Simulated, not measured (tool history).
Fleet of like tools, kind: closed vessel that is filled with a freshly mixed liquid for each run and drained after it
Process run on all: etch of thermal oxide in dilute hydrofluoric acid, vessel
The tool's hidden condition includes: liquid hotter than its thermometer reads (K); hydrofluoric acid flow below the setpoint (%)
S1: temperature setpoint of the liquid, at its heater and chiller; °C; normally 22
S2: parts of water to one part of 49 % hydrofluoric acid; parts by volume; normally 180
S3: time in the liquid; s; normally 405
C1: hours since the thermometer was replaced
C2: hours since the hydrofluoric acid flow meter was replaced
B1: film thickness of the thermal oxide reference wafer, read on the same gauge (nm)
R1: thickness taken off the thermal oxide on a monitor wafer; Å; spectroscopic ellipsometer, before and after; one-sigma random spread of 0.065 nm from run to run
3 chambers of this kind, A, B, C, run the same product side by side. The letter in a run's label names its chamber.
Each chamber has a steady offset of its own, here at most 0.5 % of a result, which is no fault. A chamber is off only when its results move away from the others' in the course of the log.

run,hour,S1,S2,S3,C1,C2,B1,R1
1C,6.7,22,180,405,2902.3,142.2,49.999,87.742
2A,11.2,22,180,405,1299.8,1781.1,50.015,87.655
3B,17.6,22,180,405,22.6,800.9,49.995,89.538
# hour 20.4: chamber C: thermometer replaced
4C,24.3,22,180,405,3.9,159.8,50.049,89.469
5A,29.4,22,180,405,1318,1799.3,49.959,88.132
6B,36,22,180,405,41,819.3,50.032,88.764
7A,43.7,22,180,405,1332.3,1813.6,49.991,86.795
8C,50.6,22,180,405,30.2,186.1,50.008,89.048
9B,59.4,22,180,405,64.4,842.7,50.031,87.827
10C,66.7,22,180,405,46.3,202.2,50.003,88.037
11B,75.6,22,180,405,80.6,858.9,50.037,88.413
12A,82.2,22,180,405,1370.8,1852.1,50.001,88.922
13C,90.4,22,180,405,70,225.9,49.992,88.746
14B,95,22,180,405,100,878.3,49.986,89.163
15A,100.1,22,180,405,1388.7,1870,50.017,90.936
16C,108.8,22,180,405,88.4,244.3,50.021,88.829
17B,114.6,22,180,405,119.6,897.9,50.032,88.504
18A,119.9,22,180,405,1408.5,1889.8,49.997,90.74
19B,127.2,22,180,405,132.2,910.5,49.957,89.422
20C,132.1,22,180,405,111.7,267.6,49.969,88.635
21A,138,22,240,625,1426.6,1907.9,49.967,98.407
22B,145.7,22,240,625,150.7,929,50.013,96.709
23C,150.4,22,240,625,130,285.9,49.991,97.395
24A,155.9,22,180,405,1444.5,1925.8,50.028,92.635
25B,160.4,22,140,640,165.4,943.7,50.025,187.59
26C,166,22,140,640,145.6,301.5,50.017,187.16
27A,170.5,22,140,640,1459.1,1940.4,50.01,196.2
28A,177.6,22,180,405,1466.2,1947.5,50.019,92.895
29C,187,22,180,405,166.6,322.5,49.988,88.193
30B,194.2,22,180,405,199.2,977.5,49.963,89.723

Decide between three cases: one chamber stands off from its peers, the gauge reading all wafers drifts, or nothing is wrong past each chamber's small offset. Where a chamber is off, say which and what most likely put it there.

Little by little, chamber A moves away from the other chambers.
What lies behind it: liquid hotter than its thermometer reads (K) = 1.76.
It could be hard to tell apart here from: hydrofluoric acid flow above the setpoint (%).

Which of the 4 candidates below, each the usual settings with something changed and its results left as question marks, puts chamber A back in line with what the other chambers give on the usual settings?
A result is in line if it is within this distance of the other chambers' mean on the usual settings: R1 2.3 Å
31A-1,200.9,22,180,410,,,,?
31A-2,200.9,22,180,400,,,,?
31A-3,200.9,22,180,380,,,,?
31A-4,200.9,22,175,415,,,,?

On the usual settings, the other chambers give on average: R1 88.948 Å
run,R1
31A-1,95.665
31A-2,93.331
31A-3,88.665
31A-4,100.13
31A-3 brings the chamber back in line.
